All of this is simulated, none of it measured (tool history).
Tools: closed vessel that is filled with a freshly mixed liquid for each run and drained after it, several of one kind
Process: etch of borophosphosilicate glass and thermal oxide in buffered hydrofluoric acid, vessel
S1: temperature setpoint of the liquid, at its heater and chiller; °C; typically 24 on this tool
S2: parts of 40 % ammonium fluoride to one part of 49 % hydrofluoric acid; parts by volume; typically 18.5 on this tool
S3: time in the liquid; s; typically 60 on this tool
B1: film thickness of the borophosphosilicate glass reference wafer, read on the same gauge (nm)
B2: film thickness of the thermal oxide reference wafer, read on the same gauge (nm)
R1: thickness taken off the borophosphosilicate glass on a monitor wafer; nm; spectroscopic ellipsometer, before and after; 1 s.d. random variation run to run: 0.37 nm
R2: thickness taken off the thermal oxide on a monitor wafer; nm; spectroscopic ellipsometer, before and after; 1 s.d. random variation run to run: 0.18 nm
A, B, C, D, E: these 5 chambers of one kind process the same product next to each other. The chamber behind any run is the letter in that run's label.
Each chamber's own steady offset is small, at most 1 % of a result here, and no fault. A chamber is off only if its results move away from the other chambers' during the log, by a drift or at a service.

{"run": "1E", "hour": 4.0, "S1": 24, "S2": 18.5, "S3": 60, "B1": 110, "B2": 30.01, "R1": 85.593, "R2": 36.596}
{"run": "2D", "hour": 8.1, "S1": 24, "S2": 18.5, "S3": 60, "B1": 110.02, "B2": 30.059, "R1": 85.669, "R2": 36.585}
{"run": "3C", "hour": 12.1, "S1": 24, "S2": 18.5, "S3": 60, "B1": 110.01, "B2": 30.015, "R1": 86.523, "R2": 36.518}
{"run": "4B", "hour": 16.5, "S1": 24, "S2": 18.5, "S3": 60, "B1": 110, "B2": 30.054, "R1": 86.169, "R2": 36.101}
{"run": "5A", "hour": 24.4, "S1": 24, "S2": 18.5, "S3": 60, "B1": 109.99, "B2": 29.956, "R1": 85.088, "R2": 36.469}
{"run": "6A", "hour": 29.1, "S1": 24, "S2": 18.5, "S3": 60, "B1": 109.98, "B2": 30.005, "R1": 85.061, "R2": 36.444}
{"hour": 30.0, "done": "chamber B: thermometer replaced"}
{"run": "7B", "hour": 34.7, "S1": 28.5, "S2": 23, "S3": 60, "B1": 109.98, "B2": 30.043, "R1": 91.699, "R2": 39.21}
{"run": "8C", "hour": 39.2, "S1": 28.5, "S2": 23, "S3": 60, "B1": 110.01, "B2": 30.018, "R1": 92.356, "R2": 38.812}
{"run": "9D", "hour": 44.5, "S1": 28.5, "S2": 23, "S3": 60, "B1": 109.99, "B2": 29.992, "R1": 90.98, "R2": 39.308}
{"run": "10E", "hour": 51.3, "S1": 28.5, "S2": 23, "S3": 60, "B1": 110, "B2": 29.994, "R1": 91.16, "R2": 39.536}
{"run": "11D", "hour": 57.1, "S1": 28.5, "S2": 23, "S3": 60, "B1": 110, "B2": 29.989, "R1": 91.369, "R2": 39.439}
{"run": "12A", "hour": 64.8, "S1": 24, "S2": 18.5, "S3": 60, "B1": 109.98, "B2": 29.963, "R1": 85.555, "R2": 36.141}
{"run": "13E", "hour": 69.6, "S1": 24, "S2": 18.5, "S3": 60, "B1": 110, "B2": 29.945, "R1": 86.164, "R2": 36.636}
{"run": "14C", "hour": 73.4, "S1": 24, "S2": 18.5, "S3": 60, "B1": 110.02, "B2": 29.956, "R1": 86.089, "R2": 36.426}
{"run": "15B", "hour": 81.7, "S1": 24, "S2": 18.5, "S3": 60, "B1": 109.99, "B2": 30.01, "R1": 85.45, "R2": 36.526}
{"run": "16C", "hour": 87.2, "S1": 24, "S2": 18.5, "S3": 60, "B1": 110.01, "B2": 30.021, "R1": 85.04, "R2": 36.688}
{"run": "17D", "hour": 91.2, "S1": 22.5, "S2": 18.5, "S3": 60, "B1": 110.02, "B2": 30.007, "R1": 78.759, "R2": 33.814}
{"run": "18A", "hour": 97.9, "S1": 22.5, "S2": 18.5, "S3": 60, "B1": 110.01, "B2": 29.991, "R1": 78.57, "R2": 33.756}
{"run": "19B", "hour": 102.0, "S1": 22.5, "S2": 18.5, "S3": 60, "B1": 110, "B2": 29.981, "R1": 79.725, "R2": 33.811}
{"hour": 108.2, "done": "chamber D: thermometer replaced"}
{"run": "20E", "hour": 110.3, "S1": 22.5, "S2": 18.5, "S3": 60, "B1": 110.02, "B2": 29.991, "R1": 78.823, "R2": 34.139}
{"run": "21A", "hour": 118.2, "S1": 22.5, "S2": 18.5, "S3": 60, "B1": 110, "B2": 29.987, "R1": 78.59, "R2": 33.612}
{"run": "22C", "hour": 122.4, "S1": 24, "S2": 18.5, "S3": 60, "B1": 109.99, "B2": 30.008, "R1": 85.965, "R2": 36.454}
{"run": "23D", "hour": 129.0, "S1": 24, "S2": 18.5, "S3": 60, "B1": 110.01, "B2": 30.029, "R1": 85.97, "R2": 36.906}
{"run": "24E", "hour": 135.2, "S1": 24, "S2": 18.5, "S3": 60, "B1": 110, "B2": 30.019, "R1": 85.116, "R2": 37.039}
{"run": "25B", "hour": 143.5, "S1": 24, "S2": 18.5, "S3": 60, "B1": 109.99, "B2": 29.972, "R1": 85.521, "R2": 36.565}
{"run": "26D", "hour": 150.7, "S1": 24, "S2": 18.5, "S3": 60, "B1": 110.02, "B2": 30.008, "R1": 85.329, "R2": 36.923}
{"run": "27A", "hour": 155.6, "S1": 27.5, "S2": 13.5, "S3": 60, "B1": 110, "B2": 30.019, "R1": 140.02, "R2": 59.072}
{"run": "28C", "hour": 162.6, "S1": 27.5, "S2": 13.5, "S3": 60, "B1": 110, "B2": 29.996, "R1": 141.19, "R2": 60.334}
{"run": "29B", "hour": 167.9, "S1": 27.5, "S2": 13.5, "S3": 60, "B1": 110, "B2": 29.959, "R1": 142.51, "R2": 60.611}
{"run": "30E", "hour": 174.4, "S1": 27.5, "S2": 13.5, "S3": 60, "B1": 110.01, "B2": 30.033, "R1": 140.27, "R2": 60.731}
{"run": "31A", "hour": 180.6, "S1": 27.5, "S2": 13.5, "S3": 60, "B1": 109.99, "B2": 29.963, "R1": 138.54, "R2": 59.217}
{"run": "32C", "hour": 184.8, "S1": 24, "S2": 18.5, "S3": 95, "B1": 109.99, "B2": 30.034, "R1": 135.64, "R2": 58.004}
{"run": "33D", "hour": 192.9, "S1": 24, "S2": 18.5, "S3": 95, "B1": 110.01, "B2": 29.997, "R1": 135.14, "R2": 57.78}
{"run": "34E", "hour": 199.4, "S1": 24, "S2": 18.5, "S3": 95, "B1": 110, "B2": 29.997, "R1": 134.74, "R2": 58.756}
{"run": "35B", "hour": 204.9, "S1": 24, "S2": 18.5, "S3": 95, "B1": 109.98, "B2": 29.964, "R1": 136.39, "R2": 58.223}
{"run": "36D", "hour": 212.5, "S1": 24, "S2": 18.5, "S3": 95, "B1": 110.01, "B2": 29.998, "R1": 135.08, "R2": 57.9}
{"run": "37B", "hour": 217.2, "S1": 24, "S2": 18.5, "S3": 60, "B1": 110.01, "B2": 29.941, "R1": 85.854, "R2": 36.502}
{"run": "38A", "hour": 223.9, "S1": 24, "S2": 18.5, "S3": 60, "B1": 110.02, "B2": 29.991, "R1": 85.488, "R2": 36.666}
{"run": "39C", "hour": 232.1, "S1": 24, "S2": 18.5, "S3": 60, "B1": 110.01, "B2": 30.044, "R1": 85.691, "R2": 36.549}

Predict what each chamber gives when all 5 of them run the settings below next.
{"run": "40A", "hour": 238.3, "S1": 24, "S2": 18.5, "S3": 60, "R1": "?", "R2": "?"}
{"run": "40B", "hour": 238.3, "S1": 24, "S2": 18.5, "S3": 60, "R1": "?", "R2": "?"}
{"run": "40C", "hour": 238.3, "S1": 24, "S2": 18.5, "S3": 60, "R1": "?", "R2": "?"}
{"run": "40D", "hour": 238.3, "S1": 24, "S2": 18.5, "S3": 60, "R1": "?", "R2": "?"}
{"run": "40E", "hour": 238.3, "S1": 24, "S2": 18.5, "S3": 60, "R1": "?", "R2": "?"}

run=40A R1=85.776 R2=36.41
run=40B R1=86.387 R2=36.354
run=40C R1=85.617 R2=36.827
run=40D R1=85.771 R2=37.147
run=40E R1=85.176 R2=36.964

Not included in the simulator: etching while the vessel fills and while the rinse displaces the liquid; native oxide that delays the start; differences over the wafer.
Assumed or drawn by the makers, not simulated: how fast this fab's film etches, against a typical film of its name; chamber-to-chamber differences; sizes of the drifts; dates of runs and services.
